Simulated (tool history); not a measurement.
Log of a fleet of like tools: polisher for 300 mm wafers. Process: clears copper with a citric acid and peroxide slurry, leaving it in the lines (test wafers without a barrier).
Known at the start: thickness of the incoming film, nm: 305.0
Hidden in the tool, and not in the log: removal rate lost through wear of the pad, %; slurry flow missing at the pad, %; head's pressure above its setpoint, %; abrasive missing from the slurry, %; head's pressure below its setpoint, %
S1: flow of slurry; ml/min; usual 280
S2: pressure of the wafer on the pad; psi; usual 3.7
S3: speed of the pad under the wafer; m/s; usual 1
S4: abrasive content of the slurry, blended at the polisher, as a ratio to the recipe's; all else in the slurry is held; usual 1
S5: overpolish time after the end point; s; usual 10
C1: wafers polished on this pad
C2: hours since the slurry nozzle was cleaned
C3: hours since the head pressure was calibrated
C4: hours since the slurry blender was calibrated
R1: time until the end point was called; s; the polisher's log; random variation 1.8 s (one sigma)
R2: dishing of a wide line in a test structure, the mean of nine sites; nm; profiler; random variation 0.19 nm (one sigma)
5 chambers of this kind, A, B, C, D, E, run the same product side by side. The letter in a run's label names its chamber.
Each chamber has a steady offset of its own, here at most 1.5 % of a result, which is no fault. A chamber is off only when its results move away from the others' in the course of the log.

{"run": "1E", "hour": 9.1, "S1": 280, "S2": 3.7, "S3": 1, "S4": 1, "S5": 10, "C1": 545, "C2": 166.4, "C3": 333.9, "C4": 317.8, "R1": 133.03, "R2": 17.477}
{"hour": 11.9, "done": "chamber D: slurry blender recalibrated"}
{"run": "2D", "hour": 19.0, "S1": 280, "S2": 3.7, "S3": 1, "S4": 1, "S5": 10, "C1": 655, "C2": 578.9, "C3": 998.4, "C4": 7.2, "R1": 128.6, "R2": 17.661}
{"hour": 22.4, "done": "chamber E: slurry blender recalibrated"}
{"hour": 30.4, "done": "chamber B: worn pad replaced by a new one"}
{"run": "3A", "hour": 30.8, "S1": 280, "S2": 3.7, "S3": 1, "S4": 1, "S5": 10, "C1": 717, "C2": 343.6, "C3": 43.1, "C4": 189.6, "R1": 131.13, "R2": 17.81}
{"run": "4B", "hour": 37.2, "S1": 280, "S2": 3.7, "S3": 1, "S4": 1, "S5": 10, "C1": 54, "C2": 185, "C3": 885, "C4": 175.9, "R1": 130.35, "R2": 18.05}
{"hour": 38.5, "done": "chamber C: worn pad replaced by a new one"}
{"run": "5C", "hour": 48.4, "S1": 280, "S2": 3.7, "S3": 1, "S4": 1, "S5": 10, "C1": 79, "C2": 219.5, "C3": 109.5, "C4": 86.6, "R1": 129.34, "R2": 17.648}
{"hour": 52.9, "done": "chamber A: slurry nozzle cleaned"}
{"run": "6D", "hour": 60.0, "S1": 280, "S2": 3.7, "S3": 1, "S4": 1, "S5": 10, "C1": 983, "C2": 619.9, "C3": 1039.4, "C4": 48.2, "R1": 128.03, "R2": 17.523}
{"hour": 65.8, "done": "chamber B: head pressure recalibrated"}
{"run": "7B", "hour": 69.0, "S1": 280, "S2": 3.7, "S3": 1, "S4": 1, "S5": 10, "C1": 309, "C2": 216.8, "C3": 3.2, "C4": 207.7, "R1": 130.67, "R2": 18.219}
{"run": "8E", "hour": 76.8, "S1": 280, "S2": 3.7, "S3": 1, "S4": 1, "S5": 10, "C1": 1087, "C2": 234.1, "C3": 401.6, "C4": 54.4, "R1": 129.01, "R2": 17.573}
{"run": "9C", "hour": 84.7, "S1": 280, "S2": 3.7, "S3": 1, "S4": 1, "S5": 10, "C1": 370, "C2": 255.8, "C3": 145.8, "C4": 122.9, "R1": 127.35, "R2": 17.514}
{"hour": 93.4, "done": "chamber E: worn pad replaced by a new one"}
{"hour": 95.8, "done": "chamber D: head pressure recalibrated"}
{"run": "10A", "hour": 96.8, "S1": 280, "S2": 3.7, "S3": 1, "S4": 1, "S5": 10, "C1": 1245, "C2": 44, "C3": 109.1, "C4": 255.6, "R1": 131.32, "R2": 17.6}
{"run": "11E", "hour": 106.1, "S1": 280, "S2": 3.7, "S3": 1, "S4": 1, "S5": 10, "C1": 102, "C2": 263.4, "C3": 430.9, "C4": 83.7, "R1": 129.01, "R2": 17.802}
{"hour": 109.8, "done": "chamber C: worn pad replaced by a new one"}
{"run": "12C", "hour": 113.8, "S1": 280, "S2": 3.7, "S3": 1, "S4": 1, "S5": 10, "C1": 32, "C2": 284.9, "C3": 174.9, "C4": 152, "R1": 131.87, "R2": 17.616}
{"hour": 126.6, "done": "chamber A: worn pad replaced by a new one"}
{"run": "13A", "hour": 126.8, "S1": 280, "S2": 3.7, "S3": 1, "S4": 1, "S5": 10, "C1": 2, "C2": 74, "C3": 139.1, "C4": 285.6, "R1": 131.29, "R2": 17.962}
{"hour": 126.9, "done": "chamber B: slurry blender recalibrated"}
{"hour": 132.9, "done": "chamber D: worn pad replaced by a new one"}
{"run": "14D", "hour": 136.2, "S1": 280, "S2": 3.7, "S3": 1, "S4": 1, "S5": 10, "C1": 26, "C2": 696.1, "C3": 40.4, "C4": 124.4, "R1": 129, "R2": 17.684}
{"run": "15B", "hour": 144.3, "S1": 280, "S2": 3.7, "S3": 1, "S4": 1, "S5": 10, "C1": 911, "C2": 292.1, "C3": 78.5, "C4": 17.4, "R1": 132.43, "R2": 17.721}
{"hour": 151.1, "done": "chamber B: worn pad replaced by a new one"}
{"run": "16A", "hour": 156.2, "S1": 280, "S2": 2.8, "S3": 1, "S4": 1, "S5": 10, "C1": 237, "C2": 103.4, "C3": 168.5, "C4": 315, "R1": 171.15, "R2": 13.665}
{"run": "17E", "hour": 169.1, "S1": 280, "S2": 2.8, "S3": 1, "S4": 1, "S5": 10, "C1": 606, "C2": 326.4, "C3": 493.9, "C4": 146.7, "R1": 175.93, "R2": 13.071}
{"run": "18B", "hour": 181.7, "S1": 280, "S2": 2.8, "S3": 1, "S4": 1, "S5": 10, "C1": 244, "C2": 329.5, "C3": 115.9, "C4": 54.8, "R1": 167.31, "R2": 14.055}
{"run": "19C", "hour": 189.4, "S1": 280, "S2": 2.8, "S3": 1, "S4": 1, "S5": 10, "C1": 636, "C2": 360.5, "C3": 250.5, "C4": 227.6, "R1": 168.85, "R2": 13.602}
{"run": "20D", "hour": 200.2, "S1": 280, "S2": 2.8, "S3": 1, "S4": 1, "S5": 10, "C1": 538, "C2": 760.1, "C3": 104.4, "C4": 188.4, "R1": 170.77, "R2": 13.44}
{"hour": 203.0, "done": "chamber C: worn pad replaced by a new one"}
{"hour": 208.1, "done": "chamber D: slurry nozzle cleaned"}
{"run": "21D", "hour": 209.1, "S1": 280, "S2": 3.7, "S3": 1, "S4": 1, "S5": 10, "C1": 610, "C2": 1, "C3": 113.3, "C4": 197.3, "R1": 129.01, "R2": 18.125}
{"hour": 214.9, "done": "chamber C: slurry nozzle cleaned"}
{"run": "22B", "hour": 219.9, "S1": 280, "S2": 3.7, "S3": 1, "S4": 1, "S5": 10, "C1": 550, "C2": 367.7, "C3": 154.1, "C4": 93, "R1": 130.5, "R2": 17.884}
{"hour": 221.0, "done": "chamber C: slurry blender recalibrated"}
{"hour": 221.7, "done": "chamber E: worn pad replaced by a new one"}
{"run": "23C", "hour": 231.2, "S1": 280, "S2": 3.7, "S3": 1, "S4": 1, "S5": 10, "C1": 226, "C2": 16.3, "C3": 292.3, "C4": 10.3, "R1": 129.57, "R2": 17.614}
{"run": "24A", "hour": 237.9, "S1": 280, "S2": 3.7, "S3": 1, "S4": 1, "S5": 10, "C1": 891, "C2": 185.1, "C3": 250.2, "C4": 396.7, "R1": 132.76, "R2": 17.595}
{"hour": 242.2, "done": "chamber B: worn pad replaced by a new one"}
{"hour": 246.7, "done": "chamber A: slurry blender recalibrated"}
{"run": "25E", "hour": 246.7, "S1": 280, "S2": 3.7, "S3": 1, "S4": 1, "S5": 10, "C1": 200, "C2": 404, "C3": 571.5, "C4": 224.3, "R1": 135.3, "R2": 17.424}
{"run": "26E", "hour": 259.7, "S1": 280, "S2": 3.7, "S3": 1, "S4": 1, "S5": 10, "C1": 304, "C2": 417, "C3": 584.5, "C4": 237.3, "R1": 136.69, "R2": 16.924}
{"run": "27D", "hour": 267.0, "S1": 280, "S2": 3.7, "S3": 1, "S4": 1, "S5": 10, "C1": 1073, "C2": 58.9, "C3": 171.2, "C4": 255.2, "R1": 127.18, "R2": 18.046}
{"run": "28C", "hour": 277.9, "S1": 280, "S2": 3.7, "S3": 1, "S4": 1, "S5": 10, "C1": 599, "C2": 63, "C3": 339, "C4": 57, "R1": 130.59, "R2": 17.499}
{"run": "29B", "hour": 284.5, "S1": 280, "S2": 3.7, "S3": 1, "S4": 1, "S5": 10, "C1": 338, "C2": 432.3, "C3": 218.7, "C4": 157.6, "R1": 130.45, "R2": 17.632}
{"hour": 287.8, "done": "chamber C: worn pad replaced by a new one"}
{"hour": 289.9, "done": "chamber D: worn pad replaced by a new one"}
{"hour": 293.1, "done": "chamber A: worn pad replaced by a new one"}
{"run": "30A", "hour": 294.3, "S1": 280, "S2": 3.7, "S3": 1, "S4": 1, "S5": 12, "C1": 10, "C2": 241.5, "C3": 306.6, "C4": 47.7, "R1": 130.72, "R2": 21.089}
{"run": "31A", "hour": 303.1, "S1": 280, "S2": 3.7, "S3": 1, "S4": 1, "S5": 12, "C1": 80, "C2": 250.3, "C3": 315.4, "C4": 56.5, "R1": 128.19, "R2": 21.11}
{"run": "32D", "hour": 309.0, "S1": 280, "S2": 3.7, "S3": 1, "S4": 1, "S5": 12, "C1": 153, "C2": 100.9, "C3": 213.2, "C4": 297.2, "R1": 133.14, "R2": 21.28}
{"run": "33C", "hour": 321.4, "S1": 280, "S2": 3.7, "S3": 1, "S4": 1, "S5": 12, "C1": 268, "C2": 106.5, "C3": 382.5, "C4": 100.5, "R1": 130.27, "R2": 20.541}
{"hour": 328.4, "done": "chamber B: slurry nozzle cleaned"}
{"run": "34B", "hour": 334.3, "S1": 280, "S2": 3.7, "S3": 1, "S4": 1, "S5": 12, "C1": 737, "C2": 6, "C3": 268.5, "C4": 207.4, "R1": 127.31, "R2": 20.972}
{"hour": 335.5, "done": "chamber B: worn pad replaced by a new one"}
{"run": "35E", "hour": 343.5, "S1": 280, "S2": 3.7, "S3": 1, "S4": 1, "S5": 16, "C1": 974, "C2": 500.8, "C3": 668.3, "C4": 321.1, "R1": 137.01, "R2": 25.895}
{"hour": 344.6, "done": "chamber E: slurry blender recalibrated"}
{"run": "36D", "hour": 354.3, "S1": 280, "S2": 3.7, "S3": 1, "S4": 1, "S5": 16, "C1": 515, "C2": 146.2, "C3": 258.5, "C4": 342.5, "R1": 129.91, "R2": 27.17}
{"hour": 360.7, "done": "chamber E: worn pad replaced by a new one"}
{"run": "37A", "hour": 361.5, "S1": 280, "S2": 3.7, "S3": 1, "S4": 1, "S5": 16, "C1": 547, "C2": 308.7, "C3": 373.8, "C4": 114.9, "R1": 133.03, "R2": 27.891}
{"run": "38B", "hour": 372.2, "S1": 280, "S2": 3.7, "S3": 1, "S4": 1, "S5": 16, "C1": 293, "C2": 43.9, "C3": 306.4, "C4": 245.3, "R1": 130.04, "R2": 27.982}
{"hour": 382.3, "done": "chamber C: worn pad replaced by a new one"}
{"run": "39C", "hour": 384.8, "S1": 280, "S2": 3.7, "S3": 1, "S4": 1, "S5": 16, "C1": 20, "C2": 169.9, "C3": 445.9, "C4": 163.9, "R1": 131.31, "R2": 27.351}
{"run": "40E", "hour": 395.3, "S1": 280, "S2": 3.7, "S3": 1, "S4": 1, "S5": 10, "C1": 277, "C2": 552.6, "C3": 720.1, "C4": 50.7, "R1": 137.74, "R2": 16.621}
{"run": "41B", "hour": 403.8, "S1": 280, "S2": 3.7, "S3": 1, "S4": 1, "S5": 10, "C1": 546, "C2": 75.5, "C3": 338, "C4": 276.9, "R1": 131.6, "R2": 17.645}
{"run": "42C", "hour": 413.4, "S1": 280, "S2": 3.7, "S3": 1, "S4": 1, "S5": 10, "C1": 249, "C2": 198.5, "C3": 474.5, "C4": 192.5, "R1": 128.1, "R2": 17.422}

Is one chamber off against the others, does the gauge drift, or is nothing wrong? If a chamber is off, say which, and what the likeliest cause is.

Chamber E drifts away from the others.
Cause: head's pressure below its setpoint, % = 9.42.

Here are 4 candidates for chamber E's next run, each the usual settings with a change, their results left as question marks. Which one brings its results back in line with what the others give on the usual settings?
In line means no further than this from the other chambers' mean on the usual settings: R1 6.4 s; R2 0.66 nm
{"run": "43E-1", "hour": 422.9, "S1": 280, "S2": 3.5, "S3": 0.96, "S4": 1, "S5": 10, "R1": "?", "R2": "?"}
{"run": "43E-2", "hour": 422.9, "S1": 280, "S2": 3.7, "S3": 0.98, "S4": 1, "S5": 10, "R1": "?", "R2": "?"}
{"run": "43E-3", "hour": 422.9, "S1": 280, "S2": 3.9, "S3": 1.04, "S4": 1, "S5": 10, "R1": "?", "R2": "?"}
{"run": "43E-4", "hour": 422.9, "S1": 280, "S2": 3.7, "S3": 1.02, "S4": 1, "S5": 10, "R1": "?", "R2": "?"}

The other chambers' mean on the usual settings: R1 129.6 s; R2 17.744 nm
run=43E-1 R1=156.56 R2=14.89
run=43E-2 R1=145.19 R2=16.004
run=43E-3 R1=129.95 R2=17.776
run=43E-4 R1=139.58 R2=16.607
43E-3 brings the chamber back in line.
